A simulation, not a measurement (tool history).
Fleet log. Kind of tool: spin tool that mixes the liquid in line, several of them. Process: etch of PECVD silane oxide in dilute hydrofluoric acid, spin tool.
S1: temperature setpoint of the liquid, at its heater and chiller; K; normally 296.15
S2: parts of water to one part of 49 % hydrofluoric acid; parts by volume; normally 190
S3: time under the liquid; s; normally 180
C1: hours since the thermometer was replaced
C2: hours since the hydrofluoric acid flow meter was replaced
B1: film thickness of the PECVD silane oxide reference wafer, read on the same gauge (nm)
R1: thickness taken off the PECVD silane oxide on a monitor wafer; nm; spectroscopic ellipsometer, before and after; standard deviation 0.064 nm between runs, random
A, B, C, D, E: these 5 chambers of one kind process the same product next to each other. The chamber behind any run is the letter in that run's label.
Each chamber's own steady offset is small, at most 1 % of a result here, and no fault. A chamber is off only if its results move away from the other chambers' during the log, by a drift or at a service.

run 1A hour=2.4 | S1=296.15 S2=190 S3=180 | C1=308.5 C2=1598.3 | B1=29.974 | R1=12.351
run 2C hour=7.3 | S1=296.15 S2=190 S3=180 | C1=1246.3 C2=1581.1 | B1=29.986 | R1=12.595
run 3D hour=12.3 | S1=296.15 S2=190 S3=180 | C1=73.6 C2=296.3 | B1=29.955 | R1=12.348
run 4B hour=17.5 | S1=296.15 S2=190 S3=180 | C1=1228.7 C2=441.8 | B1=29.977 | R1=12.555
run 5E hour=22.4 | S1=296.15 S2=190 S3=180 | C1=1416.3 C2=202 | B1=30 | R1=12.369
run 6A hour=25.1 | S1=296.15 S2=190 S3=180 | C1=331.2 C2=1621 | B1=30 | R1=12.323
run 7C hour=28 | S1=296.15 S2=190 S3=180 | C1=1267 C2=1601.8 | B1=30.004 | R1=12.685
run 8B hour=32.1 | S1=292.65 S2=190 S3=265 | C1=1243.3 C2=456.4 | B1=30.047 | R1=16.208
run 9D hour=37.3 | S1=292.65 S2=190 S3=265 | C1=98.6 C2=321.3 | B1=30.05 | R1=15.922
run 10E hour=41.9 | S1=292.65 S2=190 S3=265 | C1=1435.8 C2=221.5 | B1=29.973 | R1=16.148
run 11C hour=44.9 | S1=292.65 S2=190 S3=265 | C1=1283.9 C2=1618.7 | B1=29.985 | R1=16.202
run 12D hour=49.7 | S1=292.65 S2=190 S3=265 | C1=111 C2=333.7 | B1=29.97 | R1=15.947
run 13B hour=52.2 | S1=296.15 S2=190 S3=180 | C1=1263.4 C2=476.5 | B1=29.977 | R1=12.541
run 14E hour=56.5 | S1=296.15 S2=190 S3=180 | C1=1450.4 C2=236.1 | B1=30.014 | R1=12.392
run 15A hour=61.8 | S1=296.15 S2=190 S3=180 | C1=367.9 C2=1657.7 | B1=29.986 | R1=12.38
run 16D hour=66.1 | S1=296.15 S2=190 S3=180 | C1=127.4 C2=350.1 | B1=30.013 | R1=12.407
run 17E hour=69.8 | S1=296.15 S2=190 S3=180 | C1=1463.7 C2=249.4 | B1=29.991 | R1=12.443
run 18A hour=72.5 | S1=296.15 S2=190 S3=180 | C1=378.6 C2=1668.4 | B1=30.014 | R1=12.29
run 19B hour=74.9 | S1=296.15 S2=190 S3=180 | C1=1286.1 C2=499.2 | B1=29.983 | R1=12.539
run 20C hour=78.4 | S1=296.15 S2=190 S3=180 | C1=1317.4 C2=1652.2 | B1=30.013 | R1=12.539
run 21E hour=81.1 | S1=296.15 S2=190 S3=280 | C1=1475 C2=260.7 | B1=30.037 | R1=19.367
run 22B hour=84.6 | S1=296.15 S2=190 S3=280 | C1=1295.8 C2=508.9 | B1=30.033 | R1=19.487
run 23C hour=88.3 | S1=296.15 S2=190 S3=280 | C1=1327.3 C2=1662.1 | B1=30.011 | R1=19.603
run 24D hour=93.6 | S1=296.15 S2=190 S3=280 | C1=154.9 C2=377.6 | B1=30.047 | R1=19.303
run 25A hour=96.8 | S1=296.15 S2=190 S3=280 | C1=402.9 C2=1692.7 | B1=30.006 | R1=19.229
run 26E hour=100.3 | S1=296.15 S2=190 S3=180 | C1=1494.2 C2=279.9 | B1=30.002 | R1=12.506
run 27A hour=105.4 | S1=296.15 S2=110 S3=180 | C1=411.5 C2=1701.3 | B1=29.974 | R1=23.299
run 28B hour=108.9 | S1=296.15 S2=110 S3=180 | C1=1320.1 C2=533.2 | B1=29.982 | R1=23.442
run 29C hour=112.3 | S1=296.15 S2=110 S3=180 | C1=1351.3 C2=1686.1 | B1=29.997 | R1=23.692
run 30D hour=115.2 | S1=296.15 S2=110 S3=180 | C1=176.5 C2=399.2 | B1=30.015 | R1=23.619

Decide between three cases: one chamber stands off from its peers, the gauge reading all wafers drifts, or nothing is wrong past each chamber's small offset. Where a chamber is off, say which and what most likely put it there.

No chamber stands off beyond its own small offset, and the gauge holds steady.
